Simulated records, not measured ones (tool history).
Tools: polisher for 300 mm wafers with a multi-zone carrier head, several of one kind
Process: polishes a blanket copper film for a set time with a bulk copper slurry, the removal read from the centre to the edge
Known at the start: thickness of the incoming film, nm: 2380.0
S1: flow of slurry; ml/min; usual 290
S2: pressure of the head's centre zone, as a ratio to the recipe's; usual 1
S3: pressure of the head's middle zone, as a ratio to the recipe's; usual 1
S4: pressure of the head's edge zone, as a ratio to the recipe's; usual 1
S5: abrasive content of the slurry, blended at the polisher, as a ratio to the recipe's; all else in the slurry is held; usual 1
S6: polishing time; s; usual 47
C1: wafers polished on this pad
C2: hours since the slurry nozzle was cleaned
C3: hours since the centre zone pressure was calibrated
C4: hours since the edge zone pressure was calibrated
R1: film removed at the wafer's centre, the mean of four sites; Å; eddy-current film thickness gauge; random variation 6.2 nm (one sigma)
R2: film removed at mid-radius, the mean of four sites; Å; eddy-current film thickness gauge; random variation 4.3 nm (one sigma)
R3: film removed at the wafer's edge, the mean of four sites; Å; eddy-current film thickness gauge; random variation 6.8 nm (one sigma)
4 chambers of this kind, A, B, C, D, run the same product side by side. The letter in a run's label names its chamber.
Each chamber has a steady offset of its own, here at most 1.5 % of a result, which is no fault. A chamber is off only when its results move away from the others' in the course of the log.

run,hour,S1,S2,S3,S4,S5,S6,C1,C2,C3,C4,R1,R2,R3
1B,4.2,290,1,1,1,1,47,1324,282.9,380.4,789.6,4963.3,4963.1,4978.4
# hour 8.5: chamber D: worn pad replaced by a new one
2A,10,290,1,1,1,1,47,788,325.9,701.6,473.8,4911,4869,4882.5
# hour 11.6: chamber B: worn pad replaced by a new one
3C,14.2,290,1,1,1,1,47,447,637.3,1072.5,753.9,4897.1,4996.9,4891.1
# hour 19.1: chamber A: worn pad replaced by a new one
4D,20.1,290,1,1,1,1,47,154,257.5,297.8,42.9,4870,4918.3,4813
5C,26.8,290,1,1,1,1,47,613,649.9,1085.1,766.5,4935.3,4879.9,5072.3
6B,33.8,290,1,1,1,0.8,52,294,312.5,410,819.2,5234.6,5233,5305.3
7D,40.8,290,1,1,1,0.8,52,427,278.2,318.5,63.6,5144.2,5158.1,5257.8
8A,47.4,290,1,1,1,0.8,52,375,363.3,739,511.2,5173.7,5101.9,5187.7
9A,54.7,290,1,1,1,0.8,52,471,370.6,746.3,518.5,5237.4,5236.2,5314
# hour 58.1: chamber D: worn pad replaced by a new one
10B,58.4,290,1,1,1,1,47,619,337.1,434.6,843.8,4903.3,4942.8,4955
11D,61.9,290,1,1.07,1,0.8,47,50,299.3,339.6,84.7,4655.1,5071.9,4692.5
12C,69.2,290,1,1.07,1,0.8,47,1173,692.3,1127.5,808.9,4679.6,5004.6,4689.3
13C,72.8,290,1,1.07,1,0.8,47,1221,695.9,1131.1,812.5,4715.9,4930.3,4632.7
14B,79.5,290,1,1.07,1,0.8,47,897,358.2,455.7,864.9,4675.5,4944.9,4793.9
# hour 86.6: chamber A: worn pad replaced by a new one
15A,86.7,290,1,1,1,1,47,1,402.6,778.3,550.5,4952,4899.1,4805
16D,94.4,290,1,1,1,1,47,480,331.8,372.1,117.2,4740.3,4915.5,5003.1
# hour 94.7: chamber B: worn pad replaced by a new one
17A,99.2,290,1,1,1,1,47,166,415.1,790.8,563,4953.7,4831.4,4949.8
# hour 104.9: chamber D: worn pad replaced by a new one
18C,105.5,290,1,1,1,1,47,1653,728.6,1163.8,845.2,4691.7,4786.2,4818.4
19D,112.9,290,1,0.9,1,1,47,105,350.3,390.6,135.7,4864.8,4516.1,5028
# hour 114.6: chamber C: edge zone pressure recalibrated
20B,118.3,290,1,0.9,1,1,47,311,397,494.5,903.7,4857.3,4428.6,5049.6
21B,124.2,290,1,0.9,1,1,47,389,402.9,500.4,909.6,4887.4,4465.5,4947.4
# hour 127.5: chamber A: centre zone pressure recalibrated
22A,129.8,290,1,0.9,1,1,47,570,445.7,2.4,593.6,4872.2,4450.2,4822.5
23D,137,290,1,1,1,1,47,424,374.4,414.7,159.8,4876.7,4916.1,5006.6
# hour 141.2: chamber A: worn pad replaced by a new one
24C,142.1,290,1,1,1,1,47,2136,765.2,1200.4,27.5,4811.6,4757.7,4815.7
25C,146.2,290,1,1,1,1,47,2191,769.3,1204.5,31.6,4685.1,4761.3,4726.3
26A,152.1,290,1,1,1,1,47,144,468,24.7,615.9,4871.7,4849.4,4817.1
# hour 153.2: chamber D: worn pad replaced by a new one
27D,157.6,290,1,1,1,1,47,59,395,435.3,180.4,4752.7,4952.2,5042.1
28B,164.5,290,1,1,1,1,47,922,443.2,540.7,949.9,4955.4,4916.2,4935.4
29B,169.1,225,1,1,1.07,1,47,983,447.8,545.3,954.5,4795.6,4784.7,4981.6
30A,172.7,225,1,1,1.07,1,47,416,488.6,45.3,636.5,4823.4,4753.3,4934
31D,178.6,225,1,1,1.07,1,47,336,416,456.3,201.4,4708.9,4873.9,4903.2
32C,185.6,225,1,1,1.07,1,47,2711,808.7,1243.9,71,4565,4539.6,4738.9
# hour 190.5: chamber B: worn pad replaced by a new one
33A,191.1,290,1,1,1,1,47,659,507,63.7,654.9,4965.4,4846.6,4951.2
# hour 192.2: chamber D: centre zone pressure recalibrated
# hour 192.3: chamber D: worn pad replaced by a new one
34D,194.5,290,1,1,1,1,47,29,431.9,2.3,217.3,4880.3,4958.5,4954.9
35C,199.6,290,1,1,1,1,47,2896,822.7,1257.9,85,4634.5,4679.5,4720.6
36B,204.7,290,1,1,1,1,47,188,483.4,580.9,990.1,4954.7,4890.4,5083
# hour 206.5: chamber A: worn pad replaced by a new one
37B,208.7,290,1,1,1,1,47,241,487.4,584.9,994.1,4986.6,4862.7,4974
38D,213.1,290,1,1,1,1,47,275,450.5,20.9,235.9,4874.4,4877.6,5010.6
39A,219.2,290,1,1,1,1,47,167,535.1,91.8,683,4967.8,4907.9,4967.6

Is one chamber off against the others, does the gauge drift, or is nothing wrong? If a chamber is off, say which, and what the likeliest cause is.

Chamber C drifts away from the others.
Cause: removal rate lost through wear of the pad, % = 7.
The log may not tell that from: slurry flow missing at the pad, %.

Here are 4 candidates for chamber C's next run, each the usual settings with a change, their results left as question marks. Which one brings its results back in line with what the others give on the usual settings?
In line means no further than this from the other chambers' mean on the usual settings: R1 220 Å; R2 150 Å; R3 240 Å
40C-1,224.7,290,1,1,1,1,46,,,,,?,?,?
40C-2,224.7,290,1,1,1,1,48,,,,,?,?,?
40C-3,224.7,290,1,1.01,1,1,50,,,,,?,?,?
40C-4,224.7,290,1,1,1,1,44,,,,,?,?,?

The other chambers' mean on the usual settings: R1 4904 Å; R2 4923 Å; R3 4939.4 Å
run,R1,R2,R3
40C-1,4513.4,4470.4,4484.6
40C-2,4709.6,4664.7,4679.6
40C-3,4906.2,4904.2,4873.9
40C-4,4317.1,4276,4289.6
40C-3 brings the chamber back in line.
